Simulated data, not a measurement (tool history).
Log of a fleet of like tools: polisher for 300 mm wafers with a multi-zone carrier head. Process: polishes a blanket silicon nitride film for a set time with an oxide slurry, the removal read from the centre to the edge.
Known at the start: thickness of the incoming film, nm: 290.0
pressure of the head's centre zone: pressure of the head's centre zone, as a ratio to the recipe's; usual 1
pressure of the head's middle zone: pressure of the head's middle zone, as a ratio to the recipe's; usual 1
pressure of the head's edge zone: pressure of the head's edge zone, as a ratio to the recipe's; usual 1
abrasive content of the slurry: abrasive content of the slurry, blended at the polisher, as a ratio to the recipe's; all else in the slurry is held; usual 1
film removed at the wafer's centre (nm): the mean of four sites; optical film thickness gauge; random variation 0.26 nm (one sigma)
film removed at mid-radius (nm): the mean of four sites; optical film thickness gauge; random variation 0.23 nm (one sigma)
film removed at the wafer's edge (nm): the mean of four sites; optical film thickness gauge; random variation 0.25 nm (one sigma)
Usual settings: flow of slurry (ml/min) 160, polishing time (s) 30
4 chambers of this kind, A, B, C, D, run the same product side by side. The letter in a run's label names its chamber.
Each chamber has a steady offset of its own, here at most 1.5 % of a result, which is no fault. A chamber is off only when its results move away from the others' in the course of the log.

run	hour	flow of slurry (ml/min)	pressure of the head's centre zone	pressure of the head's middle zone	pressure of the head's edge zone	abrasive content of the slurry	polishing time (s)	wafers polished on this pad	hours since the slurry nozzle was cleaned	hours since the centre zone pressure was calibrated	hours since the edge zone pressure was calibrated	film removed at the wafer's centre (nm)	film removed at mid-radius (nm)	film removed at the wafer's edge (nm)
1D	3.6	160	1	1	1	1	30	1141	223	329.8	493.7	21.559	21.518	22.088
2A	7.2	160	1	1	1	1	30	278	437.1	690.5	860.7	22.055	21.572	21.402
3B	11.1	160	1	1	1	1	30	210	841.5	286.8	824.6	21.153	21.61	21.361
4C	14.8	160	1	1	1	1	30	115	84.1	582.3	408.6	22.01	21.662	21.024
# hour 17.1: chamber B: slurry nozzle cleaned
5B	19.8	160	1	1	1	1	30	274	2.7	295.5	833.3	21.8	21.921	22.396
6C	26	160	1	1	1	1	30	197	95.3	593.5	419.8	21.894	21.29	21.182
7D	29.4	160	1	1	1	1	30	1330	248.8	355.6	519.5	21.73	21.78	22.048
8A	34.8	160	1	1	1	1	30	480	464.7	718.1	888.3	21.472	21.564	21.684
9C	39.6	160	1	1	1	1	30	296	108.9	607.1	433.4	21.786	21.506	21.439
10D	43.3	160	1	1	1.04	1	23	1432	262.7	369.5	533.4	16.662	16.638	17.261
11A	48.8	160	1	1	1.04	1	23	583	478.7	732.1	902.3	16.531	16.267	17.148
# hour 50: chamber D: worn pad replaced by a new one
# hour 51.8: chamber A: worn pad replaced by a new one
12B	53.8	160	1	1	1.04	1	23	523	36.7	329.5	867.3	16.257	16.763	17.105
13A	58.3	160	1	1	1.04	1	23	47	488.2	741.6	911.8	16.387	16.658	17.004
14C	63.5	160	1	1	1	1	30	472	132.8	631	457.3	20.297	21.92	21.953
15D	67.5	160	1	1	1	1	30	128	286.9	393.7	557.6	21.853	21.465	21.593
16B	73.1	160	1	1	1	1	30	665	56	348.8	886.6	22.173	21.434	22.222
17C	76.2	160	1	1	1	1	30	565	145.5	643.7	470	20.728	21.417	21.121
18B	79.7	195	1	1	1	1.1	30	713	62.6	355.4	893.2	23.583	23.193	23.739
19D	84.9	195	1	1	1	1.1	30	256	304.3	411.1	575	23.942	23.63	23.509
20A	90.5	195	1	1	1	1.1	30	284	520.4	773.8	944	23.436	23.281	23.081
# hour 92.7: chamber A: centre zone pressure recalibrated
# hour 95.8: chamber D: edge zone pressure recalibrated
21C	97	195	1	1	1	1.1	30	717	166.3	664.5	490.8	21.296	23.395	22.85
22A	101.4	160	1	1	1	1	30	363	531.3	8.7	954.9	21.61	21.368	21.965
# hour 102.9: chamber B: centre zone pressure recalibrated
23D	105.3	160	1	1	1	1	21	405	324.7	431.5	9.5	15.265	15.143	15.415
24B	109.6	160	1	1	1	1	21	932	92.5	6.8	923.1	14.909	15.285	15.617

Next, every chamber runs the same settings. What will each give?
25A	114.4	160	1	1	1	1	26					?	?	?
25B	114.4	160	1	1	1	1	26					?	?	?
25C	114.4	160	1	1	1	1	26					?	?	?
25D	114.4	160	1	1	1	1	26					?	?	?

run	film removed at the wafer's centre (nm)	film removed at mid-radius (nm)	film removed at the wafer's edge (nm)
25A	18.848	18.712	18.553
25B	18.346	18.964	19.047
25C	17.083	18.906	18.696
25D	19.304	18.799	18.894
